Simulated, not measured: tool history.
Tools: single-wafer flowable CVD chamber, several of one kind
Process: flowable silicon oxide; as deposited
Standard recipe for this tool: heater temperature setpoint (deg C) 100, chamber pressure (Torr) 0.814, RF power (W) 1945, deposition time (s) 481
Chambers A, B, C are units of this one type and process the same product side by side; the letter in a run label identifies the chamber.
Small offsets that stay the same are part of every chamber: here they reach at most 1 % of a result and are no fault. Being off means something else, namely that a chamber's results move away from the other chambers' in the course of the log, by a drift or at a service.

run,hour,heater temperature setpoint (deg C),chamber pressure (Torr),RF power (W),deposition time (s),hours since the last thermocouple change,hours since the last RF generator calibration,hours since the last manometer calibration,"read-back reference wafer on the same gauge, thickness_nm",mean film thickness on the monitor wafer (Å)
1B,4,100,0.814,1945,481,1267.9,1021.7,1106.8,267.32,2996.5
2A,6.9,100,0.814,1945,481,1099.3,957.4,717.8,266.96,2997
3C,10.4,100,0.814,1945,481,67.9,841.5,644.4,266.64,3000.5
4A,15.6,100,0.814,1945,481,1108,966.1,726.5,266.74,3009
5B,19,100,0.814,1945,481,1282.9,1036.7,1121.8,267.05,2983.6
6C,22.4,100,0.814,1945,481,79.9,853.5,656.4,267.24,2990.3
# hour 26.9: chamber B: RF generator calibrated
7B,28.3,100,0.814,1945,481,1292.2,1.5,1131.1,266.8,3002.7
8C,32.6,100,0.814,1815,434,90.1,863.7,666.6,266.66,2661.3
9A,36.6,100,0.814,1815,434,1129,987.1,747.5,267.01,2635.1
10C,41.9,100,0.814,1815,434,99.4,873,675.9,266.87,2663.1
11A,46.5,100,0.814,1945,481,1138.9,997,757.4,267.18,2906.8
12B,51.3,100,0.814,1945,481,1315.2,24.5,1154.1,266.86,3022.1
13A,57.7,100,0.814,1945,481,1150.1,1008.2,768.6,267.04,2920.1
14C,61.2,100,0.814,1945,481,118.7,892.3,695.2,266.6,2996
15B,64.1,100,0.814,1945,481,1328,37.3,1166.9,266.86,2944.1
16B,69.1,100,0.814,1945,481,1333,42.3,1171.9,266.93,3003.9
17A,73.8,100,0.814,1945,481,1166.2,1024.3,784.7,266.98,2873.8
18C,79.9,100,0.814,1945,481,137.4,911,713.9,267.03,2989.2
19B,83.4,100,0.814,1945,481,1347.3,56.6,1186.2,266.74,2990.2
20A,88.3,93,0.814,1945,481,1180.7,1038.8,799.2,266.95,3562.1
21C,91.5,93,0.814,1945,481,149,922.6,725.5,267.19,3759.6

Is one chamber off against the others, does the gauge drift, or is nothing wrong? If a chamber is off, say which, and what the likeliest cause is.

One chamber, A, drifts off from the rest bit by bit.
Cause: true pressure below the setpoint (%) = 4.43.
With only this log, it may be confused with: wafer temperature above the value expected at the setpoint (K).

Here are 4 candidates for chamber A's next run, each the usual settings with a change, their results left as question marks. Which one brings its results back in line with what the others give on the usual settings?
In-line tolerance around the mean of the other chambers on the usual settings: mean film thickness on the monitor wafer (Å) 54
22A-1,96.2,100,0.842,1945,489,,,,,?
22A-2,96.2,100,0.786,1945,473,,,,,?
22A-3,96.2,100,0.814,1945,490,,,,,?
22A-4,96.2,100,0.814,1945,472,,,,,?

Other chambers, usual settings, mean: mean film thickness on the monitor wafer (Å) 2994.3
run,mean film thickness on the monitor wafer (Å)
22A-1,2999.7
22A-2,2643.6
22A-3,2871.8
22A-4,2766.3
Change 22A-1 lands the chamber within the allowed miss of the other chambers.
